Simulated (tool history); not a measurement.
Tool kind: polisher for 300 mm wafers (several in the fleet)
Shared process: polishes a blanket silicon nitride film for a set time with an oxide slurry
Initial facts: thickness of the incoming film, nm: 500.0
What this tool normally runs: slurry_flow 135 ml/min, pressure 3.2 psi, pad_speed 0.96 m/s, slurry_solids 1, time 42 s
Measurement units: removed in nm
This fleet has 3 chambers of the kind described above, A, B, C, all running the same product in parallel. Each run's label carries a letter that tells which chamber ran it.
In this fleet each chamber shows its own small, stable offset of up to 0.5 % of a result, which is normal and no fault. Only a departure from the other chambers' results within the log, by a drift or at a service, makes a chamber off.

run    day  slurry_flow  pressure  pad_speed  slurry_solids  time  removed
     0.246  -- chamber C: conditioning disc replaced and pad reconditioned
 1C  0.262          135       3.2       0.96              1    42   19.939
     0.321  -- chamber C: worn pad replaced by a new one
     0.342  -- chamber A: worn pad replaced by a new one
 2B  0.512          135       3.2       0.96              1    42   20.385
 3A  0.888          135       3.2       0.96              1    42   20.579
 4C  1.267          135       3.2       0.96              1    42     20.3
 5B  1.604          135       3.2       0.96              1    42   20.317
     1.708  -- chamber C: slurry blender recalibrated
 6A  1.971          135       3.2       0.96              1    42   20.365
 7A  2.275          135       3.2       0.96              1    42   20.682
 8C  2.671          135       3.2       0.96              1    42   20.496
      2.75  -- chamber B: slurry blender recalibrated
 9B   3.05          135       3.2       0.96              1    42   20.181
     3.171  -- chamber C: slurry nozzle cleaned
     3.292  -- chamber B: worn pad replaced by a new one
10B  3.375          120       3.2       0.64              1    42    14.33
      3.45  -- chamber A: head pressure recalibrated
11A  3.575          120       3.2       0.64              1    42   12.634
12C  3.958          120       3.2       0.64              1    42    14.49
13C  4.208          105       3.2       0.96              1    42   19.112
14B   4.65          105       3.2       0.96              1    42   19.209
15A  4.875          105       3.2       0.96              1    42   17.414
16B  5.171          135       3.2       0.96              1    42   20.267
17C  5.512          135       3.2       0.96              1    42   20.337
18A  5.896          135       3.2       0.96              1    42    17.86
     5.929  -- chamber B: head pressure recalibrated
19B  6.133          135       3.8       0.96              1    42   23.825
20C  6.438          135       3.8       0.96              1    42   24.273
     6.562  -- chamber A: worn pad replaced by a new one
21A  6.825          135       3.8       0.96              1    42   21.187
     6.883  -- chamber A: slurry blender recalibrated
     6.912  -- chamber C: worn pad replaced by a new one
     7.138  -- chamber C: conditioning disc replaced and pad reconditioned
     7.171  -- chamber B: worn pad replaced by a new one
22C  7.183          135       3.2       0.96              1    42   20.385
23A  7.479          135       3.2       0.96              1    42   17.843
24B  7.817          135       3.2       0.96              1    42   19.949
25A  8.208          135       3.2       0.96              1    42   17.715
26C  8.533          135       3.2       0.96              1    42   20.476

Next, all 3 chambers run the settings below, one line each with question marks for the results. What does each chamber give?
27A  8.858          135       3.2       0.96              1    34        ?
27B  8.858          135       3.2       0.96              1    34        ?
27C  8.858          135       3.2       0.96              1    34        ?

run  removed
27A   14.456
27B   16.518
27C   16.485

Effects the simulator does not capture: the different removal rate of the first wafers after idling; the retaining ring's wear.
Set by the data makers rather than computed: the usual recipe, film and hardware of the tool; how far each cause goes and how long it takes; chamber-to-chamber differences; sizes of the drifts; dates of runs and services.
